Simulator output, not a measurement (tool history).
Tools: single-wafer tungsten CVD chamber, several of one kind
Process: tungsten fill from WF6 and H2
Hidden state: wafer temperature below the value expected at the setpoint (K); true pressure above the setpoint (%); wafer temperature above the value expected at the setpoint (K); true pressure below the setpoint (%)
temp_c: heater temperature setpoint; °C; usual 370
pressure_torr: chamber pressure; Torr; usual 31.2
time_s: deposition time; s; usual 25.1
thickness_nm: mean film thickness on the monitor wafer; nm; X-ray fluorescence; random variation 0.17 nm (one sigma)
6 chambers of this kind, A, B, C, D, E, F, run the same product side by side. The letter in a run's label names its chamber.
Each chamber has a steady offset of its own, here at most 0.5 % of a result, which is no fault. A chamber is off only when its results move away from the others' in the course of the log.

| run | hour | temp_c | pressure_torr | time_s | hours since the last thermocouple change | hours since the last manometer calibration | read-back reference wafer on the same gauge, thickness_nm | thickness_nm |
|---|---|---|---|---|---|---|---|---|
|  | 1.4 | chamber A: capacitance manometer re-zeroed and calibrated |
| 1F | 7.8 | 370 | 31.2 | 25.1 | 2043.6 | 157.7 | 40.210 | 40.938 |
|  | 12.9 | chamber D: thermocouple changed; heater temperature recalibrated |
| 2C | 15.2 | 370 | 31.2 | 25.1 | 604.1 | 922.8 | 40.206 | 41.116 |
| 3D | 21.1 | 370 | 31.2 | 25.1 | 8.3 | 500.5 | 40.196 | 40.846 |
| 4B | 28.6 | 370 | 31.2 | 25.1 | 728.2 | 2390.9 | 40.181 | 40.576 |
| 5A | 34.8 | 370 | 31.2 | 25.1 | 70.2 | 33.5 | 40.229 | 41.022 |
| 6E | 40.7 | 370 | 31.2 | 25.1 | 908.4 | 389.5 | 40.199 | 41.089 |
| 7A | 45.8 | 370 | 31.2 | 25.1 | 81.2 | 44.5 | 40.215 | 41.208 |
| 8C | 50.2 | 370 | 34.4 | 25.1 | 639.1 | 957.8 | 40.171 | 42.716 |
| 9F | 57.2 | 370 | 34.4 | 25.1 | 2093.0 | 207.1 | 40.196 | 42.791 |
| 10B | 61.0 | 370 | 34.4 | 25.1 | 760.6 | 2423.3 | 40.264 | 42.724 |
| 11E | 65.4 | 370 | 34.4 | 25.1 | 933.1 | 414.2 | 40.194 | 43.588 |
| 12D | 71.5 | 370 | 34.4 | 25.1 | 58.7 | 550.9 | 40.148 | 42.941 |
| 13B | 79.2 | 370 | 34.4 | 25.1 | 778.8 | 2441.5 | 40.170 | 42.956 |
| 14D | 84.2 | 370 | 31.2 | 25.1 | 71.4 | 563.6 | 40.178 | 40.784 |
| 15E | 89.5 | 370 | 31.2 | 25.1 | 957.2 | 438.3 | 40.253 | 41.070 |
| 16A | 96.6 | 370 | 31.2 | 25.1 | 132.0 | 95.3 | 40.232 | 40.918 |
| 17F | 101.6 | 370 | 31.2 | 25.1 | 2137.4 | 251.5 | 40.204 | 40.952 |
| 18C | 106.8 | 370 | 31.2 | 25.1 | 695.7 | 1014.4 | 40.181 | 40.994 |
|  | 106.9 | chamber E: thermocouple changed; heater temperature recalibrated |
| 19B | 110.7 | 370 | 31.2 | 25.1 | 810.3 | 2473.0 | 40.232 | 40.557 |
| 20E | 116.9 | 370 | 31.2 | 25.1 | 10.0 | 465.7 | 40.172 | 40.967 |
| 21F | 122.3 | 370 | 31.2 | 25.1 | 2158.1 | 272.2 | 40.171 | 40.933 |
| 22D | 128.9 | 370 | 31.2 | 25.1 | 116.1 | 608.3 | 40.169 | 41.055 |
| 23C | 136.4 | 370 | 31.2 | 22.6 | 725.3 | 1044.0 | 40.206 | 36.787 |
| 24A | 140.8 | 370 | 31.2 | 22.6 | 176.2 | 139.5 | 40.238 | 37.010 |
| 25F | 144.8 | 370 | 31.2 | 22.6 | 2180.6 | 294.7 | 40.244 | 37.013 |
| 26C | 149.2 | 370 | 31.2 | 22.6 | 738.1 | 1056.8 | 40.167 | 37.054 |
| 27B | 155.3 | 370 | 31.2 | 22.6 | 854.9 | 2517.6 | 40.252 | 36.065 |
| 28E | 163.0 | 370 | 31.2 | 22.6 | 56.1 | 511.8 | 40.195 | 36.914 |
| 29A | 168.3 | 364 | 31.2 | 27.4 | 203.7 | 167.0 | 40.210 | 39.446 |
| 30D | 174.0 | 364 | 31.2 | 27.4 | 161.2 | 653.4 | 40.185 | 39.109 |
| 31E | 180.6 | 364 | 31.2 | 27.4 | 73.7 | 529.4 | 40.169 | 39.576 |
| 32B | 188.4 | 364 | 31.2 | 27.4 | 888.0 | 2550.7 | 40.204 | 37.786 |
|  | 192.0 | chamber B: capacitance manometer re-zeroed and calibrated |
| 33D | 192.5 | 364 | 31.2 | 27.4 | 179.7 | 671.9 | 40.211 | 39.214 |
| 34F | 198.6 | 364 | 31.2 | 27.4 | 2234.4 | 348.5 | 40.219 | 39.236 |
| 35C | 203.3 | 370 | 31.2 | 25.1 | 792.2 | 1110.9 | 40.203 | 40.863 |
| 36A | 207.7 | 370 | 31.2 | 25.1 | 243.1 | 206.4 | 40.152 | 41.005 |
| 37B | 212.6 | 370 | 31.2 | 25.1 | 912.2 | 20.7 | 40.176 | 39.280 |
| 38E | 217.0 | 370 | 31.2 | 25.1 | 110.1 | 565.8 | 40.262 | 41.394 |
| 39C | 220.4 | 370 | 31.2 | 25.1 | 809.3 | 1128.0 | 40.177 | 41.309 |
| 40A | 224.9 | 370 | 31.2 | 25.1 | 260.3 | 223.6 | 40.196 | 40.756 |
| 41D | 231.6 | 370 | 31.2 | 25.1 | 218.8 | 711.0 | 40.166 | 41.097 |

All 6 chambers run these settings next. Forecast each chamber's results:
| 42A | 237.1 | 370 | 28.5 | 25.1 |  |  |  | ? |
| 42B | 237.1 | 370 | 28.5 | 25.1 |  |  |  | ? |
| 42C | 237.1 | 370 | 28.5 | 25.1 |  |  |  | ? |
| 42D | 237.1 | 370 | 28.5 | 25.1 |  |  |  | ? |
| 42E | 237.1 | 370 | 28.5 | 25.1 |  |  |  | ? |
| 42F | 237.1 | 370 | 28.5 | 25.1 |  |  |  | ? |

| run | thickness_nm |
|---|---|
| 42A | 39.366 |
| 42B | 37.437 |
| 42C | 39.153 |
| 42D | 39.023 |
| 42E | 39.255 |
| 42F | 39.457 |

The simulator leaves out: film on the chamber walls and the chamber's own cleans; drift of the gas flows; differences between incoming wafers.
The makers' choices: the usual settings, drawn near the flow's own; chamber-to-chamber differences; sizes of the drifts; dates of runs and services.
